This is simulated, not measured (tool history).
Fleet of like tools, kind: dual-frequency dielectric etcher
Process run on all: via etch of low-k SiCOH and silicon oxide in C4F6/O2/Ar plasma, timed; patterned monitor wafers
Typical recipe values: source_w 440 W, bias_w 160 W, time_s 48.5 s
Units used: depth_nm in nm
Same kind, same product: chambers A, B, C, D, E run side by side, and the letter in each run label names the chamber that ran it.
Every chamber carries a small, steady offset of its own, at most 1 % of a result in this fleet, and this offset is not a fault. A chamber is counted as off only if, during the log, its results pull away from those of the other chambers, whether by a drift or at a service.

run,hour,source_w,bias_w,time_s,"read-back reference wafer on the same gauge, depth_nm",depth_nm
1D,5.2,440,160,48.5,149,125.13
2A,12.3,440,160,48.5,149.03,126.63
3E,17.5,440,160,48.5,149.05,127.93
4C,26.5,440,160,48.5,148.92,127.98
5B,34.6,440,160,48.5,148.99,128.36
6D,40.7,440,160,48.5,149.01,125.74
7C,45.3,440,160,48.5,149.01,128.5
8E,53.2,440,160,48.5,149.13,126.57
# hour 56.1: chamber D: wet clean of the chamber
9A,58.2,440,160,48.5,149.03,125.89
10B,64.3,440,160,48.5,148.96,126.53
11D,73.3,440,160,48.5,149.18,125.35
12A,79.7,440,160,48.5,148.82,124.02
13C,88.5,440,160,48.5,149.04,127.76
14E,94.5,440,160,48.5,148.92,127.4
15B,99.1,510,160,60.5,148.82,167.98
16D,107.9,510,160,60.5,148.98,165.82
17A,115.7,510,160,60.5,149.12,166.33
18B,124.5,510,160,60.5,148.96,168.4
19C,130,510,160,60.5,148.94,166.89
20E,134,440,160,48.5,148.85,127.47
# hour 141.8: chamber B: wet clean of the chamber
21E,142.3,440,160,48.5,149.05,126.78
22C,151.1,530,160,48.5,148.89,137.36
# hour 153.5: chamber E: source power generator calibrated
23D,159.7,530,160,48.5,149.32,135.17
24B,166.7,530,160,48.5,148.84,141.85
25A,172.7,530,160,48.5,148.91,135.05
26D,178.2,530,160,48.5,149.11,136.1
27E,185,440,160,48.5,148.89,127.16
28B,190.7,540,160,48.5,149.18,141.69
29C,197.4,540,160,48.5,149.04,138
30A,201.5,540,160,48.5,148.98,135.46
31B,205.7,540,160,48.5,148.85,143.41
32E,212.2,540,160,48.5,149.07,138.65
33C,217.4,440,160,48.5,149.04,128.07
34A,225,440,160,48.5,149.01,125.54
35D,232.7,440,160,48.5,148.9,125.94
36D,239.4,440,160,48.5,148.91,126.06
37C,247.2,440,160,48.5,148.86,127.2

Read the log: is a single chamber off, either drifting away or since a service, is the gauge that measures every chamber drifting, or is nothing wrong beyond small per-chamber offsets? Name any odd chamber and what most likely caused it.

A service on chamber B put it out of line with the rest.
Likeliest cause: etch rate over this chamber's usual, % = 3.15.

Which of the 4 candidates below, each the usual settings with something changed and its results left as question marks, puts chamber B back in line with what the other chambers give on the usual settings?
In line means no further than this from the other chambers' mean on the usual settings: depth_nm 2.2 nm
38B-1,253.8,370,160,48.5,,?
38B-2,253.8,440,178,48.5,,?
38B-3,253.8,440,159,47,,?
38B-4,253.8,490,173,48.5,,?

Usual-settings mean across the other chambers: depth_nm 126.59 nm
run,depth_nm
38B-1,122.3
38B-2,135.46
38B-3,126.75
38B-4,140.12
It is 38B-3 that realigns the chamber with its peers.

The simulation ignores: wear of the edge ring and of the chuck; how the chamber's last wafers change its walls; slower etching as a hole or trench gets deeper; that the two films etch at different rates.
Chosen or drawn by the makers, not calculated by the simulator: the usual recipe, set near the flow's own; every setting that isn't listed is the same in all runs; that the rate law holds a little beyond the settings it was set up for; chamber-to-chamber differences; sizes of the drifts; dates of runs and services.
